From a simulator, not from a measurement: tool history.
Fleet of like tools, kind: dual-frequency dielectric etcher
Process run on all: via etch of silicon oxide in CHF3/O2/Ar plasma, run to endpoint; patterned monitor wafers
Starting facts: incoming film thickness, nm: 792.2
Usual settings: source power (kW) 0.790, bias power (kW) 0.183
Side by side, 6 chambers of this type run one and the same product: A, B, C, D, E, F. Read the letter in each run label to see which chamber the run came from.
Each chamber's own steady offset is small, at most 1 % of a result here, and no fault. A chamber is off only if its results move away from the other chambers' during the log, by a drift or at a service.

run   hour  source power (kW)  bias power (kW)  endpoint time (s)
       0.2  -- chamber D: wet clean of the chamber
 1E   10.0              0.790            0.183             360.36
 2C   16.8              0.790            0.183             357.49
 3B   23.5              0.790            0.183             358.61
 4A   32.8              0.790            0.183             359.25
 5D   39.1              0.890            0.201             337.18
 6F   49.1              0.890            0.201             334.26
 7F   57.2              0.890            0.201             332.58
 8D   63.2              0.890            0.201             331.97
      68.6  -- chamber F: wet clean of the chamber
 9B   69.9              0.890            0.201             333.04
10E   77.8              0.890            0.201             329.75
11C   83.4              0.790            0.183             358.17
12A   88.2              0.790            0.183             361.57
13C   95.0              0.790            0.183             360.28
14A  102.7              0.790            0.183             363.19
15E  110.9              0.790            0.183             358.64
16D  117.3              0.900            0.183             342.39
17F  122.5              0.900            0.183             343.57
18B  127.7              0.900            0.183             341.22
19A  134.0              0.900            0.183             342.40
20D  142.0              0.900            0.183             341.49
21C  150.7              0.900            0.183             341.93
22F  155.6              0.790            0.183             363.60
23E  164.6              0.790            0.183             361.77
24B  174.2              0.790            0.183             360.16
25F  182.5              0.790            0.183             360.87
26B  187.5              0.790            0.183             356.51
27E  192.6              0.790            0.183             358.92
     198.9  -- chamber B: wet clean of the chamber
28A  199.4              0.790            0.183             361.97
29D  207.8              0.790            0.183             362.09
30C  215.4              0.790            0.183             356.41
31A  224.5              0.790            0.183             361.23
32F  229.4              0.790            0.183             360.10
33B  233.8              0.790            0.183             361.14
34C  243.4              0.790            0.183             356.77
35D  251.4              0.920            0.183             339.88
36E  257.9              0.920            0.183             339.38
37F  267.0              0.920            0.183             340.30
38C  275.4              0.920            0.183             337.06
39B  283.9              0.920            0.183             335.28

Decide between three cases: one chamber stands off from its peers, the gauge reading all wafers drifts, or nothing is wrong past each chamber's small offset. Where a chamber is off, say which and what most likely put it there.

The fleet is healthy, with each chamber sitting at its usual small offset and no drift in the gauge.
